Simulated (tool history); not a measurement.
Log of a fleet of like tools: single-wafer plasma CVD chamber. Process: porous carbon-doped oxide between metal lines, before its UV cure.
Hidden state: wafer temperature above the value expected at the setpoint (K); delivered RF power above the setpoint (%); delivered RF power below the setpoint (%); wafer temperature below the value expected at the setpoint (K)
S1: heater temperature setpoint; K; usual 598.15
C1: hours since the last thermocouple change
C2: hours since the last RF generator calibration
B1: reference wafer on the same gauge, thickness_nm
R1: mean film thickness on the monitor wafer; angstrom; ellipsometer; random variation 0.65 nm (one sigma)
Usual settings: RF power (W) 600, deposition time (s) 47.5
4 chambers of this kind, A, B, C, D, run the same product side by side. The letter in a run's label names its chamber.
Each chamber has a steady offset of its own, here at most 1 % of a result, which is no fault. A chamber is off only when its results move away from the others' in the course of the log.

{"run": "1B", "hour": 3.5, "S1": 598.15, "RF power (W)": 600, "deposition time (s)": 47.5, "C1": 368.1, "C2": 463.5, "B1": 268.06, "R1": 2503.7}
{"run": "2C", "hour": 5.5, "S1": 598.15, "RF power (W)": 600, "deposition time (s)": 47.5, "C1": 1446.1, "C2": 599.0, "B1": 267.92, "R1": 2491.7}
{"run": "3A", "hour": 9.7, "S1": 598.15, "RF power (W)": 600, "deposition time (s)": 47.5, "C1": 39.2, "C2": 78.3, "B1": 267.98, "R1": 2487.4}
{"run": "4D", "hour": 12.9, "S1": 598.15, "RF power (W)": 600, "deposition time (s)": 47.5, "C1": 1647.5, "C2": 1155.0, "B1": 267.97, "R1": 2514.3}
{"run": "5B", "hour": 17.4, "S1": 598.15, "RF power (W)": 600, "deposition time (s)": 47.5, "C1": 382.0, "C2": 477.4, "B1": 268.01, "R1": 2506.3}
{"run": "6D", "hour": 21.4, "S1": 605.15, "RF power (W)": 600, "deposition time (s)": 47.5, "C1": 1656.0, "C2": 1163.5, "B1": 267.9, "R1": 2427.1}
{"run": "7A", "hour": 24.7, "S1": 605.15, "RF power (W)": 600, "deposition time (s)": 47.5, "C1": 54.2, "C2": 93.3, "B1": 267.83, "R1": 2404.5}
{"run": "8C", "hour": 28.0, "S1": 605.15, "RF power (W)": 600, "deposition time (s)": 47.5, "C1": 1468.6, "C2": 621.5, "B1": 267.93, "R1": 2418.5}
{"run": "9C", "hour": 31.2, "S1": 605.15, "RF power (W)": 600, "deposition time (s)": 47.5, "C1": 1471.8, "C2": 624.7, "B1": 267.96, "R1": 2414.2}
{"run": "10B", "hour": 33.3, "S1": 598.15, "RF power (W)": 600, "deposition time (s)": 47.5, "C1": 397.9, "C2": 493.3, "B1": 268.19, "R1": 2490.3}
{"run": "11A", "hour": 36.2, "S1": 598.15, "RF power (W)": 600, "deposition time (s)": 47.5, "C1": 65.7, "C2": 104.8, "B1": 267.85, "R1": 2480.8}
{"run": "12D", "hour": 40.2, "S1": 598.15, "RF power (W)": 600, "deposition time (s)": 47.5, "C1": 1674.8, "C2": 1182.3, "B1": 268.0, "R1": 2526.0}
{"run": "13D", "hour": 43.1, "S1": 598.15, "RF power (W)": 600, "deposition time (s)": 47.5, "C1": 1677.7, "C2": 1185.2, "B1": 267.81, "R1": 2506.7}
{"run": "14B", "hour": 46.3, "S1": 589.15, "RF power (W)": 500, "deposition time (s)": 47.5, "C1": 410.9, "C2": 506.3, "B1": 268.1, "R1": 2310.2}
{"run": "15C", "hour": 48.2, "S1": 589.15, "RF power (W)": 500, "deposition time (s)": 47.5, "C1": 1488.8, "C2": 641.7, "B1": 267.94, "R1": 2335.1}
{"run": "16A", "hour": 52.5, "S1": 589.15, "RF power (W)": 500, "deposition time (s)": 47.5, "C1": 82.0, "C2": 121.1, "B1": 267.91, "R1": 2299.5}
{"run": "17B", "hour": 55.5, "S1": 589.15, "RF power (W)": 500, "deposition time (s)": 47.5, "C1": 420.1, "C2": 515.5, "B1": 267.97, "R1": 2318.4}
{"run": "18A", "hour": 57.8, "S1": 598.15, "RF power (W)": 600, "deposition time (s)": 47.5, "C1": 87.3, "C2": 126.4, "B1": 268.09, "R1": 2484.6}
{"run": "19C", "hour": 60.1, "S1": 598.15, "RF power (W)": 600, "deposition time (s)": 47.5, "C1": 1500.7, "C2": 653.6, "B1": 268.03, "R1": 2512.7}
{"run": "20D", "hour": 64.0, "S1": 598.15, "RF power (W)": 600, "deposition time (s)": 47.5, "C1": 1698.6, "C2": 1206.1, "B1": 267.98, "R1": 2524.2}
{"run": "21A", "hour": 67.9, "S1": 598.15, "RF power (W)": 600, "deposition time (s)": 47.5, "C1": 97.4, "C2": 136.5, "B1": 267.97, "R1": 2493.8}
{"run": "22C", "hour": 70.1, "S1": 598.15, "RF power (W)": 600, "deposition time (s)": 47.5, "C1": 1510.7, "C2": 663.6, "B1": 267.97, "R1": 2512.4}
{"run": "23B", "hour": 73.7, "S1": 598.15, "RF power (W)": 600, "deposition time (s)": 47.5, "C1": 438.3, "C2": 533.7, "B1": 268.11, "R1": 2502.9}
{"run": "24D", "hour": 77.4, "S1": 598.15, "RF power (W)": 600, "deposition time (s)": 47.5, "C1": 1712.0, "C2": 1219.5, "B1": 268.17, "R1": 2522.0}
{"run": "25C", "hour": 81.2, "S1": 598.15, "RF power (W)": 520, "deposition time (s)": 47.5, "C1": 1521.8, "C2": 674.7, "B1": 268.01, "R1": 2300.7}
{"run": "26A", "hour": 84.7, "S1": 598.15, "RF power (W)": 520, "deposition time (s)": 47.5, "C1": 114.2, "C2": 153.3, "B1": 268.11, "R1": 2262.3}
{"run": "27D", "hour": 88.2, "S1": 598.15, "RF power (W)": 520, "deposition time (s)": 47.5, "C1": 1722.8, "C2": 1230.3, "B1": 267.87, "R1": 2280.4}
{"run": "28B", "hour": 90.7, "S1": 598.15, "RF power (W)": 520, "deposition time (s)": 47.5, "C1": 455.3, "C2": 550.7, "B1": 268.06, "R1": 2273.9}

Is one chamber off against the others, does the gauge drift, or is nothing wrong? If a chamber is off, say which, and what the likeliest cause is.

Chamber C drifts away from the others.
Cause: wafer temperature below the value expected at the setpoint (K) = 2.79.

Here are 4 candidates for chamber C's next run, each the usual settings with a change, their results left as question marks. Which one brings its results back in line with what the others give on the usual settings?
In line means no further than this from the other chambers' mean on the usual settings: R1 23.0 angstrom
{"run": "29C-1", "hour": 94.0, "S1": 598.15, "RF power (W)": 590, "deposition time (s)": 46.5, "R1": "?"}
{"run": "29C-2", "hour": 94.0, "S1": 597.15, "RF power (W)": 620, "deposition time (s)": 47.5, "R1": "?"}
{"run": "29C-3", "hour": 94.0, "S1": 598.15, "RF power (W)": 605, "deposition time (s)": 47.9, "R1": "?"}
{"run": "29C-4", "hour": 94.0, "S1": 599.15, "RF power (W)": 590, "deposition time (s)": 47.5, "R1": "?"}

The other chambers' mean on the usual settings: R1 2498.7 angstrom
run=29C-1 R1=2452.9
run=29C-2 R1=2599.1
run=29C-3 R1=2566.6
run=29C-4 R1=2492.4
29C-4 brings the chamber back in line.
